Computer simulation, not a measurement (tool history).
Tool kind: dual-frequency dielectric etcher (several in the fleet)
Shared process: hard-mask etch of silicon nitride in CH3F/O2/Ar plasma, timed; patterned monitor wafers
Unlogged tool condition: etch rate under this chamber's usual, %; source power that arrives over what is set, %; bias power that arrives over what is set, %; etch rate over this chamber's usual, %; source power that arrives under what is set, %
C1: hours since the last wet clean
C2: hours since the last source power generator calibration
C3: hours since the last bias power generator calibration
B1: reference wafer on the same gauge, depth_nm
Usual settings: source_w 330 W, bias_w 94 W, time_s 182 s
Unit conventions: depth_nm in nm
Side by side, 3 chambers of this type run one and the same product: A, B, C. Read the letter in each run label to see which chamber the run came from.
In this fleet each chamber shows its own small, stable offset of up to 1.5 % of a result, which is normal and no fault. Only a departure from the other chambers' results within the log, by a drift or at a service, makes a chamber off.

Run 1B, hour 14.0: usual settings; C1 115.0; C2 1676.1; C3 1266.3; B1 134.10. Result: depth_nm 132.150 nm.
Run 2A, hour 23.0: usual settings; C1 123.5; C2 597.2; C3 1625.2; B1 134.16. Result: depth_nm 130.910 nm.
Run 3C, hour 33.7: usual settings; C1 224.6; C2 4062.6; C3 2016.1; B1 133.96. Result: depth_nm 130.960 nm.
Run 4A, hour 40.8: usual settings; C1 141.3; C2 615.0; C3 1643.0; B1 134.03. Result: depth_nm 131.480 nm.
Run 5B, hour 52.3: usual settings; C1 153.3; C2 1714.4; C3 1304.6; B1 133.95. Result: depth_nm 131.990 nm.
Run 6C, hour 62.8: usual settings; C1 253.7; C2 4091.7; C3 2045.2; B1 134.05. Result: depth_nm 130.930 nm.
Run 7C, hour 76.0: usual settings; C1 266.9; C2 4104.9; C3 2058.4; B1 133.86. Result: depth_nm 131.030 nm.
Run 8A, hour 88.9: usual settings; C1 189.4; C2 663.1; C3 1691.1; B1 133.77. Result: depth_nm 131.780 nm.
Run 9B, hour 99.5: usual settings but bias_w 81 W, time_s 233 s; C1 200.5; C2 1761.6; C3 1351.8; B1 133.96. Result: depth_nm 160.270 nm.
Run 10B, hour 108.7: usual settings but bias_w 81 W, time_s 233 s; C1 209.7; C2 1770.8; C3 1361.0; B1 133.94. Result: depth_nm 159.680 nm.
Run 11C, hour 122.9: usual settings but bias_w 81 W, time_s 233 s; C1 313.8; C2 4151.8; C3 2105.3; B1 134.01. Result: depth_nm 158.790 nm.
Run 12A, hour 134.4: usual settings; C1 234.9; C2 708.6; C3 1736.6; B1 134.16. Result: depth_nm 131.610 nm.
At hour 141.1: chamber C: wet clean of the chamber.
Run 13C, hour 143.0: usual settings; C1 1.9; C2 4171.9; C3 2125.4; B1 133.92. Result: depth_nm 130.480 nm.
Run 14B, hour 156.0: usual settings; C1 257.0; C2 1818.1; C3 1408.3; B1 133.96. Result: depth_nm 131.900 nm.
Run 15A, hour 167.4: usual settings; C1 267.9; C2 741.6; C3 1769.6; B1 134.08. Result: depth_nm 129.360 nm.
Run 16A, hour 183.4: usual settings; C1 283.9; C2 757.6; C3 1785.6; B1 133.97. Result: depth_nm 128.370 nm.
Run 17C, hour 195.2: usual settings; C1 54.1; C2 4224.1; C3 2177.6; B1 133.98. Result: depth_nm 131.210 nm.
Run 18B, hour 210.7: usual settings but bias_w 72 W, time_s 140 s; C1 311.7; C2 1872.8; C3 1463.0; B1 134.07. Result: depth_nm 92.074 nm.
Run 19A, hour 225.3: usual settings but bias_w 72 W, time_s 140 s; C1 325.8; C2 799.5; C3 1827.5; B1 134.01. Result: depth_nm 88.656 nm.
Run 20C, hour 233.7: usual settings but bias_w 72 W, time_s 140 s; C1 92.6; C2 4262.6; C3 2216.1; B1 134.07. Result: depth_nm 91.241 nm.
Run 21B, hour 245.4: usual settings; C1 346.4; C2 1907.5; C3 1497.7; B1 133.95. Result: depth_nm 132.220 nm.
At hour 250.1: chamber B: wet clean of the chamber.
Run 22C, hour 259.4: usual settings; C1 118.3; C2 4288.3; C3 2241.8; B1 133.96. Result: depth_nm 131.070 nm.
Run 23B, hour 270.6: usual settings; C1 20.6; C2 1932.7; C3 1522.9; B1 133.95. Result: depth_nm 132.470 nm.
Run 24A, hour 280.6: usual settings; C1 381.1; C2 854.8; C3 1882.8; B1 133.97. Result: depth_nm 125.180 nm.
Run 25C, hour 288.4: usual settings; C1 147.3; C2 4317.3; C3 2270.8; B1 133.79. Result: depth_nm 129.480 nm.

Has any chamber moved away from the others, gradually or after a service, or does the common gauge drift, or do the chambers differ only by their own small steady offsets? State the chamber and the most likely cause if one applies.

Little by little, chamber A moves away from the other chambers.
Likeliest cause: etch rate under this chamber's usual, % = 4.79.

Here are 4 candidates for chamber A's next run, each the usual settings with a change, their results left as question marks. Which one brings its results back in line with what the others give on the usual settings?
Counts as in line when no further than this from what the other chambers average on the usual settings: depth_nm 1.800 nm
Run 26A-1, hour 300.1: usual settings but time_s 192 s. Result: depth_nm ?.
Run 26A-2, hour 300.1: usual settings but source_w 310 W, bias_w 87 W. Result: depth_nm ?.
Run 26A-3, hour 300.1: usual settings but source_w 340 W, bias_w 96 W. Result: depth_nm ?.
Run 26A-4, hour 300.1: usual settings but bias_w 89 W. Result: depth_nm ?.

On the usual settings, the other chambers give on average: depth_nm 131.570 nm
  run  depth_nm
26A-1   131.340
26A-2   118.170
26A-3   126.890
26A-4   122.010
26A-1 brings the chamber back in line.
